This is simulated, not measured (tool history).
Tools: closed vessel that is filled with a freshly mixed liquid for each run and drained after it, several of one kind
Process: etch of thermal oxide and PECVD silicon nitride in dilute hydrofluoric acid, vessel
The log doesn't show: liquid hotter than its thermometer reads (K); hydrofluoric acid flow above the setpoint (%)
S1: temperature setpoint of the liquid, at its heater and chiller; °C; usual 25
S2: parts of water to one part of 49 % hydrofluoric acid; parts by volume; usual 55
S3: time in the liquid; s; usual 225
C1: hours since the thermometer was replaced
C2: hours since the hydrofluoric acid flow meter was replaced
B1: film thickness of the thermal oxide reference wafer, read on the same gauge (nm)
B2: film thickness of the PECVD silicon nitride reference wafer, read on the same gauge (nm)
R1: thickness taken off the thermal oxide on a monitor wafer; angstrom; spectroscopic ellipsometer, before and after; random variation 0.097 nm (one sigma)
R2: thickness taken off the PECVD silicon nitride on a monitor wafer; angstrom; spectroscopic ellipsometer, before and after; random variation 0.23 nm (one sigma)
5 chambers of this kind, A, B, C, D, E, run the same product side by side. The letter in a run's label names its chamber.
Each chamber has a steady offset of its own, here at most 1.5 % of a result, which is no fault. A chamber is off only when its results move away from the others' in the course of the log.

run   hour  S1  S2   S3      C1      C2      B1      B2       R1       R2
 1B    6.8  25  55  225   277.5    19.0  69.988  149.99  206.360  244.420
 2A   10.7  25  55  225  2500.9   510.6  70.063  150.00  208.020  247.110
 3E   16.5  25  55  225   643.2   210.9  70.010  149.98  207.190  244.910
 4D   22.5  25  55  225  2397.3   453.9  69.982  150.01  204.970  244.350
 5C   26.8  25  70  225  1438.1  1422.1  70.013  149.99  156.630  194.580
 6A   30.3  25  70  225  2520.5   530.2  70.029  150.02  159.860  195.740
 7B   34.7  25  70  225   305.4    46.9  70.016  150.00  157.570  190.830
 8C   40.4  25  70  225  1451.7  1435.7  70.006  150.00  157.190  192.840
 9E   46.6  25  70  225   673.3   241.0  70.030  150.02  159.270  196.550
10D   51.6  25  55  225  2426.4   483.0  69.942  150.01  204.970  244.050
11B   54.6  25  55  225   325.3    66.8  70.020  150.00  205.980  249.140
12D   61.3  25  55  225  2436.1   492.7  69.981  150.01  204.140  244.170
13C   65.6  25  55  225  1476.9  1460.9  70.011  150.00  202.320  246.900
14A   69.6  25  55  225  2559.8   569.5  70.021  149.99  208.280  245.020
15E   72.9  25  55  225   699.6   267.3  69.991  150.00  208.110  248.560
16A   78.7  25  55  225  2568.9   578.6  70.025  149.99  208.040  246.610
      80.3  -- chamber C: thermometer replaced
17D   85.5  25  55  225  2460.3   516.9  70.000  150.00  203.960  242.770
18E   88.7  25  55  225   715.4   283.1  69.979  149.99  208.280  245.050
19B   94.4  25  55  225   365.1   106.6  70.006  150.00  206.010  245.720
20C   98.2  25  55  225    17.9  1493.5  70.009  150.02  204.140  248.240
21E  104.2  25  55  225   730.9   298.6  69.997  150.01  207.940  250.360
22B  108.1  25  55  225   378.8   120.3  69.994  149.99  205.350  244.200
23C  112.9  25  55  225    32.6  1508.2  70.025  150.00  204.370  247.020
24A  116.9  25  55  225  2607.1   616.8  70.038  149.97  207.200  245.470
25D  122.9  25  55  225  2497.7   554.3  70.016  150.00  204.010  241.570
26D  126.6  25  30  225  2501.4   558.0  69.977  150.00  384.130  439.320
27C  133.4  25  30  225    53.1  1528.7  69.967  150.00  389.250  452.540
28A  137.5  25  30  225  2627.7   637.4  70.023  149.99  399.630  453.750
29E  141.8  25  30  225   768.5   336.2  70.011  150.01  397.770  454.190
30B  147.2  25  30  225   417.9   159.4  70.014  149.97  395.900  453.010
31E  150.8  25  55  225   777.5   345.2  69.994  150.01  209.000  248.310
32D  156.0  25  55  225  2530.8   587.4  69.983  149.98  204.120  242.110
33B  160.4  25  75  110   431.1   172.6  69.952  150.00   71.831   88.872

Is one chamber off against the others, does the gauge drift, or is nothing wrong? If a chamber is off, say which, and what the likeliest cause is.

No chamber stands off beyond its own small offset, and the gauge holds steady.

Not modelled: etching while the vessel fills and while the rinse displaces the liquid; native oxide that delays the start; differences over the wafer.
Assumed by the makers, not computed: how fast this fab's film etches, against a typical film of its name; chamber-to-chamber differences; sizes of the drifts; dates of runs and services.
